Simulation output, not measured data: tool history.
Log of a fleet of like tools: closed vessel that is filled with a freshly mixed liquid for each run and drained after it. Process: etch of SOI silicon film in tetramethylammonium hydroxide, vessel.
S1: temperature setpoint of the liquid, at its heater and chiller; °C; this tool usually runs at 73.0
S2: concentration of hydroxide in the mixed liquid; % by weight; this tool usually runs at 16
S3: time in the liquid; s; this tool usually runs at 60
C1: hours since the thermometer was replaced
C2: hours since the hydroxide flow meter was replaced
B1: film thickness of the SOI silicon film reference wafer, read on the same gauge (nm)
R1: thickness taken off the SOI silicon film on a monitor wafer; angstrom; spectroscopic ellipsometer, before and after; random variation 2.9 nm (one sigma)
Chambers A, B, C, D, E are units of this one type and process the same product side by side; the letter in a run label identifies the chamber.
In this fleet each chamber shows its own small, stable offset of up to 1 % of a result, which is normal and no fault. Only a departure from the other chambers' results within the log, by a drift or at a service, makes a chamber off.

Run 1C, hour 9.0: usual settings; C1 1177.3; C2 705.7; B1 110.03. Result: R1 4055.5 angstrom.
Run 2A, hour 23.9: usual settings; C1 380.4; C2 921.5; B1 109.98. Result: R1 4065.5 angstrom.
Run 3B, hour 33.8: usual settings; C1 195.6; C2 211.0; B1 110.00. Result: R1 4118.6 angstrom.
Run 4D, hour 45.4: usual settings; C1 77.3; C2 882.3; B1 109.99. Result: R1 3991.6 angstrom.
Run 5E, hour 53.9: usual settings; C1 997.1; C2 832.8; B1 110.03. Result: R1 4036.9 angstrom.
Run 6B, hour 61.1: usual settings; C1 222.9; C2 238.3; B1 110.01. Result: R1 4057.9 angstrom.
Run 7A, hour 70.0: usual settings; C1 426.5; C2 967.6; B1 109.98. Result: R1 4022.8 angstrom.
Run 8D, hour 77.6: usual settings; C1 109.5; C2 914.5; B1 109.99. Result: R1 3975.2 angstrom.
Run 9C, hour 89.3: usual settings; C1 1257.6; C2 786.0; B1 110.01. Result: R1 4124.7 angstrom.
Run 10E, hour 96.3: usual settings; C1 1039.5; C2 875.2; B1 110.00. Result: R1 4026.6 angstrom.
Run 11B, hour 110.3: usual settings; C1 272.1; C2 287.5; B1 110.00. Result: R1 4058.2 angstrom.
Run 12D, hour 124.8: usual settings; C1 156.7; C2 961.7; B1 109.96. Result: R1 4020.2 angstrom.
Run 13A, hour 137.0: usual settings; C1 493.5; C2 1034.6; B1 110.01. Result: R1 4034.9 angstrom.
Run 14C, hour 151.4: usual settings; C1 1319.7; C2 848.1; B1 110.00. Result: R1 4156.1 angstrom.
Run 15E, hour 162.9: usual settings but S1 78.5 °C, S3 75 s; C1 1106.1; C2 941.8; B1 110.03. Result: R1 6775.4 angstrom.
Run 16A, hour 177.9: usual settings but S1 78.5 °C, S3 75 s; C1 534.4; C2 1075.5; B1 109.99. Result: R1 6831.6 angstrom.
Run 17D, hour 186.1: usual settings but S1 78.5 °C, S3 75 s; C1 218.0; C2 1023.0; B1 110.00. Result: R1 6796.1 angstrom.
Run 18C, hour 195.9: usual settings but S1 78.5 °C, S3 75 s; C1 1364.2; C2 892.6; B1 110.00. Result: R1 7092.7 angstrom.
Run 19E, hour 209.0: usual settings but S1 78.5 °C, S3 75 s; C1 1152.2; C2 987.9; B1 109.98. Result: R1 6861.2 angstrom.
Run 20B, hour 218.0: usual settings; C1 379.8; C2 395.2; B1 110.02. Result: R1 4061.4 angstrom.
Run 21B, hour 227.8: usual settings; C1 389.6; C2 405.0; B1 110.01. Result: R1 4090.4 angstrom.
Run 22C, hour 239.9: usual settings; C1 1408.2; C2 936.6; B1 109.98. Result: R1 4189.6 angstrom.
Run 23A, hour 253.3: usual settings; C1 609.8; C2 1150.9; B1 110.00. Result: R1 3999.9 angstrom.
Run 24E, hour 263.1: usual settings; C1 1206.3; C2 1042.0; B1 110.02. Result: R1 4043.0 angstrom.
Run 25D, hour 274.3: usual settings; C1 306.2; C2 1111.2; B1 110.00. Result: R1 4056.1 angstrom.
Run 26D, hour 289.6: usual settings; C1 321.5; C2 1126.5; B1 109.99. Result: R1 4013.8 angstrom.
At hour 293.2: chamber A: hydroxide flow meter replaced.
At hour 294.9: chamber A: thermometer replaced.
Run 27A, hour 299.7: usual settings; C1 4.8; C2 6.5; B1 109.98. Result: R1 3987.3 angstrom.
Run 28C, hour 309.1: usual settings; C1 1477.4; C2 1005.8; B1 109.99. Result: R1 4212.8 angstrom.
Run 29B, hour 322.5: usual settings; C1 484.3; C2 499.7; B1 109.97. Result: R1 4002.2 angstrom.
Run 30E, hour 330.3: usual settings; C1 1273.5; C2 1109.2; B1 109.96. Result: R1 4069.7 angstrom.
Run 31C, hour 345.4: usual settings; C1 1513.7; C2 1042.1; B1 109.99. Result: R1 4238.9 angstrom.
Run 32A, hour 353.7: usual settings; C1 58.8; C2 60.5; B1 110.02. Result: R1 4055.7 angstrom.
At hour 358.1: chamber B: hydroxide flow meter replaced.
Run 33D, hour 365.5: usual settings but S1 80.5 °C; C1 397.4; C2 1202.4; B1 110.00. Result: R1 6164.8 angstrom.
Run 34E, hour 374.2: usual settings but S1 80.5 °C; C1 1317.4; C2 1153.1; B1 110.00. Result: R1 6085.3 angstrom.
Run 35B, hour 386.5: usual settings but S1 80.5 °C; C1 548.3; C2 28.5; B1 110.04. Result: R1 6199.9 angstrom.
Run 36B, hour 395.3: usual settings but S1 80.5 °C; C1 557.1; C2 37.3; B1 110.03. Result: R1 6148.3 angstrom.
Run 37A, hour 405.3: usual settings but S1 80.5 °C; C1 110.4; C2 112.1; B1 110.03. Result: R1 6069.6 angstrom.
Run 38C, hour 415.7: usual settings; C1 1584.0; C2 1112.4; B1 109.99. Result: R1 4199.0 angstrom.
Run 39E, hour 425.9: usual settings; C1 1369.1; C2 1204.8; B1 110.01. Result: R1 3997.2 angstrom.
Run 40D, hour 433.4: usual settings; C1 465.3; C2 1270.3; B1 110.02. Result: R1 4008.0 angstrom.

Next, all 5 chambers run the settings below, one line each with question marks for the results. What does each chamber give?
Run 41A, hour 444.4: usual settings but S3 30 s. Result: R1 ?.
Run 41B, hour 444.4: usual settings but S3 30 s. Result: R1 ?.
Run 41C, hour 444.4: usual settings but S3 30 s. Result: R1 ?.
Run 41D, hour 444.4: usual settings but S3 30 s. Result: R1 ?.
Run 41E, hour 444.4: usual settings but S3 30 s. Result: R1 ?.

run      R1
41A  1983.6
41B  2037.6
41C  2149.0
41D  1994.1
41E  2034.2
